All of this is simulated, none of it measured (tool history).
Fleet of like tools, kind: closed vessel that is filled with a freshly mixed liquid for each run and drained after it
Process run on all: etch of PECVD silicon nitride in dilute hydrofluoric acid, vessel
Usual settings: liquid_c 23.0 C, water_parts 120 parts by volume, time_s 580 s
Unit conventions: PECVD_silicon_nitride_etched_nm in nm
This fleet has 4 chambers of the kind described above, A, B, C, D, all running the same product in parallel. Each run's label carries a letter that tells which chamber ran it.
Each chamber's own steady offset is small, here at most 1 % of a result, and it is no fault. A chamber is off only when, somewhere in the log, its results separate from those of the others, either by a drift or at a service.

run	hour	liquid_c	water_parts	time_s	read-back film thickness of the PECVD silicon nitride reference wafer, read on the same gauge (nm)	PECVD_silicon_nitride_etched_nm
1D	9.0	23.0	120	580	49.995	10.2630
2A	19.3	23.0	120	580	50.005	10.5090
3B	26.7	23.0	120	580	50.015	10.5100
4C	31.9	23.0	120	580	50.017	10.5870
5A	39.9	23.0	120	580	50.015	10.6390
6D	49.3	23.0	120	580	50.006	10.4930
7B	57.7	23.0	120	580	50.008	10.4320
8C	64.0	23.0	120	580	50.003	10.4340
9C	71.5	23.0	120	580	50.020	10.4940
10A	81.7	23.0	120	580	49.992	10.4060
11D	87.5	23.0	120	580	49.994	10.5710
12B	92.7	23.0	120	580	50.000	10.4620
13A	99.4	23.0	120	580	49.997	10.5210
14D	109.0	23.0	120	580	50.005	10.3330
15B	117.5	23.0	120	580	49.990	10.3300
16C	127.2	23.0	155	770	50.000	10.6960
17A	138.1	23.0	155	770	49.993	10.8800
18D	148.8	23.0	155	770	50.030	10.6750
19C	160.6	23.0	155	770	49.992	10.3950
20B	168.1	23.0	120	580	49.994	10.5310
21D	179.6	23.0	120	890	50.005	16.1330
22C	185.8	23.0	120	890	49.989	15.4280
23A	196.9	23.0	120	890	49.990	16.1620
24B	208.3	23.0	120	890	49.996	16.1850
25B	217.3	23.0	155	580	50.015	8.1309
26A	226.5	23.0	155	580	50.014	8.0680
27D	237.6	23.0	155	580	49.998	8.1552
28C	243.9	23.0	155	580	49.992	7.5664
29B	251.0	23.0	120	580	49.982	10.2980
30C	260.5	23.0	120	580	50.022	9.6984
31D	270.2	20.5	145	580	50.030	7.2892
32A	281.5	20.5	145	580	49.995	7.3195
33A	290.1	20.5	145	580	49.985	7.2714
34C	295.4	20.5	145	580	50.016	6.7860
35B	303.2	23.0	120	580	50.005	10.4900
36D	312.4	23.0	120	580	50.003	10.3360
37C	322.7	23.0	120	580	49.977	9.4852
38D	328.3	23.0	120	580	50.005	10.4990
39B	337.9	23.0	120	580	50.000	10.6850
40A	344.1	23.0	120	580	50.012	10.4360
41C	352.3	23.0	120	580	49.989	9.3990

Which is it: a chamber that has drifted or been left off by a service, a gauge drift common to all chambers, or only each chamber's usual small offset? If a chamber is off, name it and its likeliest cause.

Chamber C drifts away from the others.
Cause: liquid colder than its thermometer reads (K) = 1.81.
The log may not tell that from: hydrofluoric acid flow below the setpoint (%).

Which of the 4 candidates below, each the usual settings with something changed and its results left as question marks, puts chamber C back in line with what the other chambers give on the usual settings?
In-line tolerance around the mean of the other chambers on the usual settings: PECVD_silicon_nitride_etched_nm 0.3500 nm
42C-1	360.9	23.5	120	635		?
42C-2	360.9	22.5	120	525		?
42C-3	360.9	23.0	120	550		?
42C-4	360.9	23.0	120	610		?

Mean of the other chambers on the usual settings: PECVD_silicon_nitride_etched_nm 10.4780 nm
run	PECVD_silicon_nitride_etched_nm
42C-1	10.5640
42C-2	8.1744
42C-3	8.8555
42C-4	9.8216
42C-1 brings the chamber back in line.
